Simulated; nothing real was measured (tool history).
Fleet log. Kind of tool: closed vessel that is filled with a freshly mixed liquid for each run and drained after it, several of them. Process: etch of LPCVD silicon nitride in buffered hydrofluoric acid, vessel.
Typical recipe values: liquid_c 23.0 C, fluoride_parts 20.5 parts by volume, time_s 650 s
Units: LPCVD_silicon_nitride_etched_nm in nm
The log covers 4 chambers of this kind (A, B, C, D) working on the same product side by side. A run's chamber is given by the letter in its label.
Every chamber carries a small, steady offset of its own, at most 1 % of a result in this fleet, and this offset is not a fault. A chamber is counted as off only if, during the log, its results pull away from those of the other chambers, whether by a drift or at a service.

run   hour  liquid_c  fluoride_parts  time_s  hours since the thermometer was replaced  hours since the hydrofluoric acid flow meter was replaced  read-back film thickness of the LPCVD silicon nitride reference wafer, read on the same gauge (nm)  LPCVD_silicon_nitride_etched_nm
 1A    7.4      23.0            20.5     650                                    1619.2                                                      664.3                                                                                              130.01                           4.5595
 2D   22.0      23.0            20.5     650                                    2178.4                                                      223.5                                                                                              130.07                           4.5923
 3B   36.0      23.0            20.5     650                                     258.0                                                     1375.7                                                                                              129.98                           4.5861
 4C   44.8      23.0            20.5     650                                     205.8                                                     1896.4                                                                                              129.99                           4.4992
 5C   56.3      23.0            20.5     650                                     217.3                                                     1907.9                                                                                              130.00                           4.5169
      62.4  -- chamber C: hydrofluoric acid flow meter replaced
 6B   65.7      23.0            20.5     650                                     287.7                                                     1405.4                                                                                              130.04                           4.5781
 7A   73.2      23.0            20.5     650                                    1685.0                                                      730.1                                                                                              130.04                           4.6284
 8D   83.4      23.0            20.5     650                                    2239.8                                                      284.9                                                                                              130.01                           4.5660
 9C   96.7      23.0            20.5     650                                     257.7                                                       34.3                                                                                              130.01                           4.5419
10B  108.8      23.0            20.5     650                                     330.8                                                     1448.5                                                                                              129.97                           4.6018
11A  116.1      23.0            20.5     650                                    1727.9                                                      773.0                                                                                              130.00                           4.5432
12D  130.8      23.0            20.5     650                                    2287.2                                                      332.3                                                                                              130.02                           4.5660
13D  143.8      23.0            20.5     650                                    2300.2                                                      345.3                                                                                              130.04                           4.5724
14C  155.0      23.0            20.5     650                                     316.0                                                       92.6                                                                                              130.00                           4.4912
15A  168.7      23.0            20.5     650                                    1780.5                                                      825.6                                                                                              130.01                           4.5788
16B  181.4      27.5            20.5     880                                     403.4                                                     1521.1                                                                                              130.00                           7.8803
17B  194.2      27.5            20.5     880                                     416.2                                                     1533.9                                                                                              130.00                           7.9569
18A  201.4      27.5            20.5     880                                    1813.2                                                      858.3                                                                                              130.00                           7.8961
19D  215.8      27.5            20.5     880                                    2372.2                                                      417.3                                                                                              130.00                           7.9244
20C  228.1      23.0            20.5     650                                     389.1                                                      165.7                                                                                              130.02                           4.5595
21A  242.3      23.0            20.5     650                                    1854.1                                                      899.2                                                                                              130.00                           4.5626
22C  249.4      23.0            20.5     650                                     410.4                                                      187.0                                                                                              130.04                           4.5284
23B  256.2      23.0            20.5     650                                     478.2                                                     1595.9                                                                                              130.02                           4.5194
24D  268.0      23.0            20.5     650                                    2424.4                                                      469.5                                                                                              130.03                           4.5511
25C  282.6      23.0            20.5     650                                     443.6                                                      220.2                                                                                              129.98                           4.5211
26B  292.5      23.0            20.5     650                                     514.5                                                     1632.2                                                                                              129.97                           4.5326
27D  305.3      23.0            20.5     650                                    2461.7                                                      506.8                                                                                              130.03                           4.5623
28A  313.5      23.0            20.5     650                                    1925.3                                                      970.4                                                                                              130.03                           4.5833
29A  325.3      23.0            20.5     650                                    1937.1                                                      982.2                                                                                              130.00                           4.5660
30B  336.2      23.0            20.5     650                                     558.2                                                     1675.9                                                                                              129.97                           4.4871
31C  344.2      23.0            20.5     650                                     505.2                                                      281.8                                                                                              129.97                           4.5194
32D  356.7      23.0            20.5     650                                    2513.1                                                      558.2                                                                                              130.02                           4.5800
33A  365.8      23.0            20.5     650                                    1977.6                                                     1022.7                                                                                              130.00                           4.5223
     367.2  -- chamber D: thermometer replaced
34C  374.3      23.0            20.5     650                                     535.3                                                      311.9                                                                                              129.95                           4.5279
35B  389.1      23.0            20.5     650                                     611.1                                                     1728.8                                                                                              129.99                           4.4792
36D  398.5      23.0            20.5     650                                      31.4                                                      600.0                                                                                              129.99                           4.5174
37C  410.9      23.0            20.5     650                                     571.9                                                      348.5                                                                                              129.98                           4.5340
38B  422.9      23.0            20.5     650                                     644.9                                                     1762.6                                                                                              130.01                           4.4297

Does one chamber stand apart from the rest, does the shared gauge drift, or is all well apart from small per-chamber offsets? Give the chamber and the most likely cause, where there is one.

Little by little, chamber B moves away from the other chambers.
Cause: hydrofluoric acid flow below the setpoint (%) = 4.07.
The log may not separate it from: liquid colder than its thermometer reads (K).

Below are 4 candidate recipes for chamber B's next run, each the usual settings with a change, their results shown as question marks. Which of them brings B's results back in line with what the other chambers give on the usual settings?
To be in line, a result may differ from the other chambers' mean on the usual settings by at most: LPCVD_silicon_nitride_etched_nm 0.0760 nm
39B-1  433.8      23.0            19.0     650                                                                                                                                                                                                                                         ?
39B-2  433.8      23.0            20.5     615                                                                                                                                                                                                                                         ?
39B-3  433.8      23.0            20.5     640                                                                                                                                                                                                                                         ?
39B-4  433.8      23.0            20.5     660                                                                                                                                                                                                                                         ?

On the usual settings, the other chambers give on average: LPCVD_silicon_nitride_etched_nm 4.5505 nm
  run  LPCVD_silicon_nitride_etched_nm
39B-1                           4.6975
39B-2                           4.2106
39B-3                           4.3818
39B-4                           4.5187
39B-4 is the one that brings the chamber's results back in line with the other chambers.
